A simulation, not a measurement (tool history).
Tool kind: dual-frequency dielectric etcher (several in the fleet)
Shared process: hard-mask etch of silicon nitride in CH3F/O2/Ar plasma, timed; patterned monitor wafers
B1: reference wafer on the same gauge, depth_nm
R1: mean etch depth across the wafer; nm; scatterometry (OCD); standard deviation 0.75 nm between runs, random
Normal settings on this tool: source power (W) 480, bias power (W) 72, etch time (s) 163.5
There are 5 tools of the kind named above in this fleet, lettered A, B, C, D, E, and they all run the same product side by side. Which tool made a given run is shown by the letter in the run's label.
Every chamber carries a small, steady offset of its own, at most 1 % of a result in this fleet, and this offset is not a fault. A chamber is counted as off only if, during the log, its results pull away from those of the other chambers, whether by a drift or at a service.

{"run": "1A", "hour": 13.8, "source power (W)": 480, "bias power (W)": 72, "etch time (s)": 163.5, "B1": 121.1, "R1": 124.5}
{"run": "2C", "hour": 21.5, "source power (W)": 480, "bias power (W)": 72, "etch time (s)": 163.5, "B1": 121.18, "R1": 122.38}
{"run": "3D", "hour": 29.5, "source power (W)": 480, "bias power (W)": 72, "etch time (s)": 163.5, "B1": 120.91, "R1": 120.95}
{"run": "4B", "hour": 40.0, "source power (W)": 480, "bias power (W)": 72, "etch time (s)": 163.5, "B1": 120.9, "R1": 122.8}
{"run": "5E", "hour": 53.4, "source power (W)": 480, "bias power (W)": 56, "etch time (s)": 189.0, "B1": 120.98, "R1": 131.06}
{"run": "6C", "hour": 63.5, "source power (W)": 480, "bias power (W)": 56, "etch time (s)": 189.0, "B1": 120.95, "R1": 130.54}
{"hour": 70.0, "done": "chamber E: wet clean of the chamber"}
{"run": "7A", "hour": 76.1, "source power (W)": 480, "bias power (W)": 56, "etch time (s)": 189.0, "B1": 121.06, "R1": 131.01}
{"run": "8D", "hour": 85.5, "source power (W)": 480, "bias power (W)": 56, "etch time (s)": 189.0, "B1": 121.11, "R1": 130.52}
{"hour": 89.3, "done": "chamber D: bias power generator calibrated"}
{"run": "9E", "hour": 99.6, "source power (W)": 480, "bias power (W)": 56, "etch time (s)": 189.0, "B1": 121.03, "R1": 130.82}
{"run": "10B", "hour": 106.0, "source power (W)": 410, "bias power (W)": 72, "etch time (s)": 200.5, "B1": 120.83, "R1": 141.11}
{"run": "11B", "hour": 118.5, "source power (W)": 410, "bias power (W)": 72, "etch time (s)": 200.5, "B1": 121.04, "R1": 139.89}
{"run": "12C", "hour": 132.3, "source power (W)": 410, "bias power (W)": 72, "etch time (s)": 200.5, "B1": 121.17, "R1": 140.0}
{"run": "13A", "hour": 143.4, "source power (W)": 410, "bias power (W)": 72, "etch time (s)": 200.5, "B1": 121.07, "R1": 143.71}
{"run": "14E", "hour": 157.1, "source power (W)": 410, "bias power (W)": 72, "etch time (s)": 200.5, "B1": 121.21, "R1": 142.06}
{"run": "15D", "hour": 164.0, "source power (W)": 480, "bias power (W)": 72, "etch time (s)": 163.5, "B1": 121.18, "R1": 122.65}
{"run": "16C", "hour": 173.1, "source power (W)": 480, "bias power (W)": 72, "etch time (s)": 163.5, "B1": 121.1, "R1": 123.25}
{"hour": 183.1, "done": "chamber B: wet clean of the chamber"}
{"run": "17E", "hour": 187.6, "source power (W)": 480, "bias power (W)": 72, "etch time (s)": 163.5, "B1": 120.96, "R1": 122.03}
{"run": "18A", "hour": 194.4, "source power (W)": 570, "bias power (W)": 72, "etch time (s)": 200.5, "B1": 120.95, "R1": 161.36}
{"run": "19D", "hour": 203.6, "source power (W)": 570, "bias power (W)": 72, "etch time (s)": 200.5, "B1": 121.0, "R1": 159.43}
{"run": "20B", "hour": 213.1, "source power (W)": 570, "bias power (W)": 72, "etch time (s)": 200.5, "B1": 120.98, "R1": 158.8}
{"run": "21A", "hour": 225.0, "source power (W)": 570, "bias power (W)": 72, "etch time (s)": 200.5, "B1": 120.82, "R1": 162.95}
{"run": "22B", "hour": 236.0, "source power (W)": 570, "bias power (W)": 72, "etch time (s)": 200.5, "B1": 120.84, "R1": 160.35}
{"run": "23D", "hour": 242.9, "source power (W)": 480, "bias power (W)": 72, "etch time (s)": 163.5, "B1": 121.07, "R1": 122.6}
{"run": "24C", "hour": 249.7, "source power (W)": 480, "bias power (W)": 60, "etch time (s)": 163.5, "B1": 120.97, "R1": 116.25}
{"hour": 255.2, "done": "chamber D: wet clean of the chamber"}
{"run": "25E", "hour": 264.3, "source power (W)": 480, "bias power (W)": 60, "etch time (s)": 163.5, "B1": 121.14, "R1": 114.65}
{"run": "26D", "hour": 275.5, "source power (W)": 480, "bias power (W)": 60, "etch time (s)": 163.5, "B1": 120.98, "R1": 115.07}
{"run": "27C", "hour": 283.8, "source power (W)": 480, "bias power (W)": 60, "etch time (s)": 163.5, "B1": 121.06, "R1": 114.38}
{"run": "28E", "hour": 298.1, "source power (W)": 480, "bias power (W)": 60, "etch time (s)": 163.5, "B1": 120.88, "R1": 115.46}
{"run": "29B", "hour": 304.8, "source power (W)": 480, "bias power (W)": 72, "etch time (s)": 163.5, "B1": 120.89, "R1": 122.11}
{"run": "30A", "hour": 318.5, "source power (W)": 480, "bias power (W)": 72, "etch time (s)": 163.5, "B1": 121.17, "R1": 123.73}
{"hour": 323.5, "done": "chamber A: wet clean of the chamber"}
{"run": "31E", "hour": 329.8, "source power (W)": 480, "bias power (W)": 72, "etch time (s)": 163.5, "B1": 121.05, "R1": 122.08}
{"run": "32B", "hour": 339.7, "source power (W)": 480, "bias power (W)": 72, "etch time (s)": 163.5, "B1": 121.24, "R1": 123.32}
{"run": "33C", "hour": 350.7, "source power (W)": 480, "bias power (W)": 72, "etch time (s)": 163.5, "B1": 120.99, "R1": 120.92}
{"run": "34D", "hour": 364.3, "source power (W)": 480, "bias power (W)": 72, "etch time (s)": 163.5, "B1": 121.06, "R1": 122.34}
{"hour": 370.9, "done": "chamber B: bias power generator calibrated"}
{"run": "35A", "hour": 372.7, "source power (W)": 480, "bias power (W)": 72, "etch time (s)": 163.5, "B1": 121.17, "R1": 123.56}
{"run": "36E", "hour": 380.4, "source power (W)": 480, "bias power (W)": 72, "etch time (s)": 163.5, "B1": 120.96, "R1": 120.72}
{"run": "37A", "hour": 392.2, "source power (W)": 480, "bias power (W)": 72, "etch time (s)": 163.5, "B1": 120.98, "R1": 124.53}
{"run": "38C", "hour": 405.1, "source power (W)": 480, "bias power (W)": 72, "etch time (s)": 163.5, "B1": 120.91, "R1": 121.49}
{"run": "39B", "hour": 415.3, "source power (W)": 480, "bias power (W)": 72, "etch time (s)": 163.5, "B1": 120.9, "R1": 121.66}
{"run": "40D", "hour": 427.5, "source power (W)": 480, "bias power (W)": 72, "etch time (s)": 163.5, "B1": 121.03, "R1": 121.42}
{"run": "41A", "hour": 441.9, "source power (W)": 480, "bias power (W)": 72, "etch time (s)": 163.5, "B1": 120.86, "R1": 125.88}

Has any chamber moved away from the others, gradually or after a service, or does the common gauge drift, or do the chambers differ only by their own small steady offsets? State the chamber and the most likely cause if one applies.

The fleet is healthy, with each chamber sitting at its usual small offset and no drift in the gauge.

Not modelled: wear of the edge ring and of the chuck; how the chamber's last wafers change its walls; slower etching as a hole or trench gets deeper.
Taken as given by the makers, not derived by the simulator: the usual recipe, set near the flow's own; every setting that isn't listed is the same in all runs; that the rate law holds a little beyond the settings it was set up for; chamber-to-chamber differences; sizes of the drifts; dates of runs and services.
